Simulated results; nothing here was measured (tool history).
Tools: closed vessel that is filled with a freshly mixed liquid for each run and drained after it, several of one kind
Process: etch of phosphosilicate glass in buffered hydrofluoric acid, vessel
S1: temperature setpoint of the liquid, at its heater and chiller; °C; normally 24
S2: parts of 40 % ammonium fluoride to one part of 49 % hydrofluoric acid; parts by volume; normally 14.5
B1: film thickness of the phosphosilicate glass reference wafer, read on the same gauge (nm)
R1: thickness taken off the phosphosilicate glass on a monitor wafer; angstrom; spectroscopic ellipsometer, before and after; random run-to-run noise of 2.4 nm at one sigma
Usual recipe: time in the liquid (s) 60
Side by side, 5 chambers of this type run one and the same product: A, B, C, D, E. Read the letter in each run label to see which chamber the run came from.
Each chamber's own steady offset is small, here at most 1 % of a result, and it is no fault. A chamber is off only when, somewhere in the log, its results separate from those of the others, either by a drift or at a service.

Run 1D, hour 10.8: usual settings; B1 120.00. Result: R1 2601.3 angstrom.
Run 2C, hour 23.4: usual settings; B1 120.00. Result: R1 2618.6 angstrom.
At hour 24.9: chamber A: hydrofluoric acid flow meter replaced.
Run 3A, hour 36.0: usual settings; B1 120.02. Result: R1 2618.3 angstrom.
Run 4E, hour 46.6: usual settings; B1 119.99. Result: R1 2643.3 angstrom.
Run 5B, hour 52.6: usual settings; B1 120.00. Result: R1 2626.5 angstrom.
Run 6E, hour 59.4: usual settings; B1 120.03. Result: R1 2636.3 angstrom.
Run 7D, hour 67.6: usual settings; B1 120.02. Result: R1 2600.8 angstrom.
Run 8A, hour 73.9: usual settings but S1 20 °C, time in the liquid (s) 40; B1 119.98. Result: R1 1403.7 angstrom.
Run 9C, hour 86.4: usual settings but S1 20 °C, time in the liquid (s) 40; B1 119.97. Result: R1 1407.6 angstrom.
Run 10B, hour 96.4: usual settings but S1 20 °C, time in the liquid (s) 40; B1 120.00. Result: R1 1414.1 angstrom.
Run 11D, hour 104.4: usual settings but S1 20 °C, time in the liquid (s) 40; B1 119.99. Result: R1 1380.9 angstrom.
Run 12B, hour 117.8: usual settings but S1 20 °C, time in the liquid (s) 40; B1 120.03. Result: R1 1410.9 angstrom.
Run 13C, hour 129.4: usual settings; B1 120.02. Result: R1 2583.2 angstrom.
Run 14A, hour 140.7: usual settings; B1 120.00. Result: R1 2608.6 angstrom.
Run 15E, hour 147.0: usual settings; B1 119.99. Result: R1 2520.6 angstrom.
Run 16A, hour 154.0: usual settings; B1 119.98. Result: R1 2579.8 angstrom.
Run 17E, hour 160.9: usual settings; B1 120.02. Result: R1 2506.1 angstrom.
Run 18D, hour 174.2: usual settings; B1 120.01. Result: R1 2612.6 angstrom.
Run 19B, hour 182.4: usual settings; B1 119.97. Result: R1 2607.9 angstrom.
Run 20C, hour 192.7: usual settings; B1 119.98. Result: R1 2631.3 angstrom.
Run 21D, hour 201.5: usual settings; B1 120.00. Result: R1 2573.2 angstrom.
Run 22E, hour 211.0: usual settings; B1 120.02. Result: R1 2483.0 angstrom.
Run 23A, hour 222.5: usual settings but S2 19.0 parts by volume, time in the liquid (s) 85; B1 120.02. Result: R1 2844.4 angstrom.
Run 24B, hour 235.1: usual settings but S2 19.0 parts by volume, time in the liquid (s) 85; B1 119.98. Result: R1 2836.9 angstrom.
Run 25C, hour 242.8: usual settings but S2 19.0 parts by volume, time in the liquid (s) 85; B1 119.99. Result: R1 2858.6 angstrom.
Run 26B, hour 251.4: usual settings but S2 19.0 parts by volume, time in the liquid (s) 85; B1 120.01. Result: R1 2809.8 angstrom.
At hour 254.3: chamber D: hydrofluoric acid flow meter replaced.
Run 27C, hour 259.6: usual settings but S2 19.0 parts by volume, time in the liquid (s) 85; B1 119.97. Result: R1 2830.1 angstrom.
Run 28A, hour 265.7: usual settings but S2 12.5 parts by volume, time in the liquid (s) 35; B1 120.03. Result: R1 1769.2 angstrom.
Run 29D, hour 277.1: usual settings but S2 12.5 parts by volume, time in the liquid (s) 35; B1 120.03. Result: R1 1740.7 angstrom.
Run 30E, hour 283.3: usual settings but S2 12.5 parts by volume, time in the liquid (s) 35; B1 120.00. Result: R1 1604.9 angstrom.
Run 31E, hour 296.1: usual settings but S2 12.5 parts by volume, time in the liquid (s) 35; B1 120.01. Result: R1 1613.3 angstrom.
Run 32D, hour 304.9: usual settings but S2 12.5 parts by volume, time in the liquid (s) 35; B1 120.01. Result: R1 1738.7 angstrom.

Next, all 5 chambers run the settings below, one line each with question marks for the results. What does each chamber give?
Run 33A, hour 314.8: usual settings. Result: R1 ?.
Run 33B, hour 314.8: usual settings. Result: R1 ?.
Run 33C, hour 314.8: usual settings. Result: R1 ?.
Run 33D, hour 314.8: usual settings. Result: R1 ?.
Run 33E, hour 314.8: usual settings. Result: R1 ?.

run      R1
33A  2639.9
33B  2599.5
33C  2633.2
33D  2584.0
33E  2354.2
